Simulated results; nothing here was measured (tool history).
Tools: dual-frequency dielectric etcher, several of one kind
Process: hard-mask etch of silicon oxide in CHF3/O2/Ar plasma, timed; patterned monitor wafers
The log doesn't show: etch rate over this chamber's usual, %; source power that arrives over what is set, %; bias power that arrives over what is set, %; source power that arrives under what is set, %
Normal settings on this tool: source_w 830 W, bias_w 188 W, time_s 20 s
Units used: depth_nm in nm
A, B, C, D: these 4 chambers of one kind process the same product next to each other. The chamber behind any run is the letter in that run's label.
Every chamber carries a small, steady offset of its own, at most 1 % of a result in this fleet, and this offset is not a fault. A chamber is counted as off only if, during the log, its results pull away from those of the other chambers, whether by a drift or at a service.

run,hour,source_w,bias_w,time_s,hours since the last wet clean,hours since the last source power generator calibration,hours since the last bias power generator calibration,"read-back reference wafer on the same gauge, depth_nm",depth_nm
1D,6.6,830,188,20,295.9,2045.8,1119.1,40.601,45.695
2A,12.2,830,188,20,328.6,1002.8,674.1,40.611,45.508
3C,19.1,830,188,20,428.2,1258.3,234.7,40.609,45.516
4B,25.6,830,188,20,202.2,1832.7,3439.1,40.614,45.613
5B,31.4,1000,188,22,208.0,1838.5,3444.9,40.623,53.735
6D,41.3,1000,188,22,330.6,2080.5,1153.8,40.630,53.906
7C,51.7,1000,188,22,460.8,1290.9,267.3,40.643,53.763
8A,62.3,1000,188,22,378.7,1052.9,724.2,40.647,53.820
# hour 73.5: chamber A: wet clean of the chamber
9A,74.0,830,188,20,0.5,1064.6,735.9,40.647,45.542
10C,80.8,830,188,20,489.9,1320.0,296.4,40.670,45.515
11D,87.4,830,188,20,376.7,2126.6,1199.9,40.669,45.876
12B,98.1,830,188,20,274.7,1905.2,3511.6,40.665,45.572
13A,104.9,830,188,20,31.4,1095.5,766.8,40.683,45.521
14D,110.7,830,188,20,400.0,2149.9,1223.2,40.681,45.755
15B,118.4,830,188,20,295.0,1925.5,3531.9,40.680,45.556
16C,123.9,830,188,20,533.0,1363.1,339.5,40.693,45.682
17D,129.9,830,188,20,419.2,2169.1,1242.4,40.704,45.797
18C,136.6,830,188,20,545.7,1375.8,352.2,40.701,45.596
19B,142.2,830,188,20,318.8,1949.3,3555.7,40.711,45.554
20A,148.5,830,188,20,75.0,1139.1,810.4,40.707,45.628
21A,155.0,830,188,26,81.5,1145.6,816.9,40.719,59.479
22D,162.0,830,188,26,451.3,2201.2,1274.5,40.719,59.575
23C,169.6,830,188,26,578.7,1408.8,385.2,40.729,59.437
24B,177.0,830,188,26,353.6,1984.1,3590.5,40.720,59.430
25D,184.2,830,188,20,473.5,2223.4,1296.7,40.730,45.852
26A,194.1,980,171,20,120.6,1184.7,856.0,40.741,47.238
27C,202.7,980,171,20,611.8,1441.9,418.3,40.738,47.215
28B,208.9,980,171,20,385.5,2016.0,3622.4,40.743,47.294
29D,214.6,980,171,20,503.9,2253.8,1327.1,40.759,47.457
30A,226.1,830,188,20,152.6,1216.7,888.0,40.775,45.731
31C,233.5,830,188,20,642.6,1472.7,449.1,40.770,45.621
32B,239.0,830,188,20,415.6,2046.1,3652.5,40.775,45.667
33C,244.3,830,188,20,653.4,1483.5,459.9,40.780,45.687
34D,253.6,830,188,20,542.9,2292.8,1366.1,40.785,45.833

Is one chamber off against the others, does the gauge drift, or is nothing wrong? If a chamber is off, say which, and what the likeliest cause is.

No chamber is off; the gauge reading every chamber's wafers drifts, which makes the whole fleet appear to move together.
Most likely cause: gauge reads high (%) = 0.475.
